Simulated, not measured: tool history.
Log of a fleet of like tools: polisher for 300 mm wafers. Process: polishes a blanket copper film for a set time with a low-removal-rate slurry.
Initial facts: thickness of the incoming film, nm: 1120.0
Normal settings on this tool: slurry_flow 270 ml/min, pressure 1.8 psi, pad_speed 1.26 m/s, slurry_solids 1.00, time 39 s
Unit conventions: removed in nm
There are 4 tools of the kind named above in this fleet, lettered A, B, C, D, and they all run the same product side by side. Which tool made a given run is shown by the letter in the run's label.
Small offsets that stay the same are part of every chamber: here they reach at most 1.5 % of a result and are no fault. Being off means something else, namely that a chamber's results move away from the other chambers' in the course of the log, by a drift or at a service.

Run 1A, hour 4.8: usual settings. Result: removed 93.105 nm.
Run 2C, hour 11.1: usual settings. Result: removed 90.719 nm.
At hour 11.9: chamber C: head pressure recalibrated.
Run 3D, hour 19.2: usual settings. Result: removed 90.661 nm.
At hour 22.7: chamber D: worn pad replaced by a new one.
Run 4B, hour 24.8: usual settings. Result: removed 90.279 nm.
Run 5C, hour 31.1: usual settings. Result: removed 92.215 nm.
At hour 36.1: chamber C: worn pad replaced by a new one.
Run 6D, hour 36.5: usual settings. Result: removed 91.990 nm.
Run 7A, hour 41.0: usual settings. Result: removed 91.068 nm.
At hour 43.9: chamber D: slurry blender recalibrated.
Run 8B, hour 45.1: usual settings but slurry_flow 305 ml/min. Result: removed 90.568 nm.
At hour 51.1: chamber D: slurry nozzle cleaned.
Run 9A, hour 51.6: usual settings but slurry_flow 305 ml/min. Result: removed 90.704 nm.
Run 10B, hour 57.3: usual settings but slurry_flow 305 ml/min. Result: removed 93.492 nm.
At hour 57.4: chamber B: head pressure recalibrated.
At hour 58.2: chamber B: slurry nozzle cleaned.
Run 11C, hour 65.4: usual settings but slurry_flow 305 ml/min. Result: removed 91.147 nm.
Run 12D, hour 73.3: usual settings but slurry_flow 355 ml/min. Result: removed 94.436 nm.
Run 13B, hour 81.8: usual settings but slurry_flow 355 ml/min. Result: removed 93.407 nm.
Run 14D, hour 88.3: usual settings but slurry_flow 355 ml/min. Result: removed 93.825 nm.
Run 15A, hour 95.1: usual settings but slurry_flow 355 ml/min. Result: removed 94.204 nm.
At hour 96.1: chamber B: worn pad replaced by a new one.
Run 16C, hour 102.3: usual settings but pressure 2.3 psi, time 30 s. Result: removed 90.595 nm.
At hour 104.5: chamber D: head pressure recalibrated.
Run 17A, hour 107.3: usual settings but pressure 2.3 psi, time 30 s. Result: removed 90.032 nm.
At hour 107.5: chamber A: worn pad replaced by a new one.
Run 18D, hour 112.4: usual settings but pressure 2.3 psi, time 30 s. Result: removed 80.669 nm.
Run 19B, hour 119.7: usual settings but pressure 2.3 psi, time 30 s. Result: removed 89.235 nm.
At hour 119.9: chamber A: slurry blender recalibrated.
Run 20C, hour 124.5: usual settings. Result: removed 91.691 nm.
Run 21A, hour 131.8: usual settings. Result: removed 91.608 nm.
Run 22D, hour 138.9: usual settings. Result: removed 81.159 nm.
At hour 140.7: chamber C: worn pad replaced by a new one.
At hour 143.2: chamber C: slurry nozzle cleaned.
Run 23B, hour 143.2: usual settings. Result: removed 90.994 nm.
Run 24C, hour 148.6: usual settings but slurry_flow 200 ml/min, slurry_solids 0.75. Result: removed 82.424 nm.
At hour 149.1: chamber D: slurry blender recalibrated.
Run 25A, hour 155.2: usual settings but slurry_flow 200 ml/min, slurry_solids 0.75. Result: removed 82.477 nm.
Run 26C, hour 159.2: usual settings but slurry_flow 200 ml/min, slurry_solids 0.75. Result: removed 81.031 nm.
At hour 162.4: chamber C: slurry blender recalibrated.
At hour 166.7: chamber A: head pressure recalibrated.
Run 27B, hour 167.4: usual settings but slurry_flow 200 ml/min, slurry_solids 0.75. Result: removed 82.546 nm.
Run 28D, hour 171.1: usual settings. Result: removed 84.062 nm.
Run 29D, hour 179.1: usual settings. Result: removed 83.450 nm.
Run 30B, hour 186.1: usual settings. Result: removed 90.102 nm.
At hour 188.0: chamber D: worn pad replaced by a new one.
Run 31C, hour 193.3: usual settings. Result: removed 92.800 nm.
Run 32A, hour 200.4: usual settings. Result: removed 92.930 nm.
Run 33C, hour 204.3: usual settings. Result: removed 93.514 nm.
Run 34A, hour 208.8: usual settings. Result: removed 90.151 nm.
At hour 212.3: chamber B: worn pad replaced by a new one.
Run 35D, hour 212.6: usual settings. Result: removed 82.158 nm.
Run 36B, hour 220.7: usual settings but pad_speed 1.58 m/s. Result: removed 112.460 nm.
Run 37B, hour 227.7: usual settings but pad_speed 1.58 m/s. Result: removed 112.610 nm.
Run 38D, hour 233.1: usual settings but pad_speed 1.58 m/s. Result: removed 102.340 nm.
Run 39A, hour 237.4: usual settings but pad_speed 1.58 m/s. Result: removed 114.310 nm.
At hour 242.3: chamber D: slurry blender recalibrated.
Run 40C, hour 245.6: usual settings. Result: removed 90.379 nm.
Run 41D, hour 250.9: usual settings. Result: removed 83.077 nm.
Run 42B, hour 259.1: usual settings but pressure 2.3 psi. Result: removed 114.540 nm.
At hour 262.4: chamber C: worn pad replaced by a new one.
Run 43C, hour 265.4: usual settings but pressure 2.3 psi. Result: removed 116.800 nm.

Has any chamber moved away from the others, gradually or after a service, or does the common gauge drift, or do the chambers differ only by their own small steady offsets? State the chamber and the most likely cause if one applies.

The work done on chamber D during a service left it standing apart from the others.
Most likely cause: head's pressure below its setpoint, % = 9.56.

Here are 4 candidates for chamber D's next run, each the usual settings with a change, their results left as question marks. Which one brings its results back in line with what the others give on the usual settings?
In-line tolerance around the mean of the other chambers on the usual settings: removed 3.600 nm
Run 44D-1, hour 271.5: usual settings but pressure 1.9 psi, pad_speed 1.32 m/s. Result: removed ?.
Run 44D-2, hour 271.5: usual settings but time 46 s. Result: removed ?.
Run 44D-3, hour 271.5: usual settings but pad_speed 1.20 m/s, time 37 s. Result: removed ?.
Run 44D-4, hour 271.5: usual settings but slurry_flow 265 ml/min, pad_speed 1.06 m/s, slurry_solids 0.95. Result: removed ?.

Other chambers, usual settings, mean: removed 91.176 nm
  run  removed
44D-1   92.777
44D-2   99.049
44D-3   75.887
44D-4   69.784
The answer is 44D-1, which returns the chamber to within the allowed miss of the others.
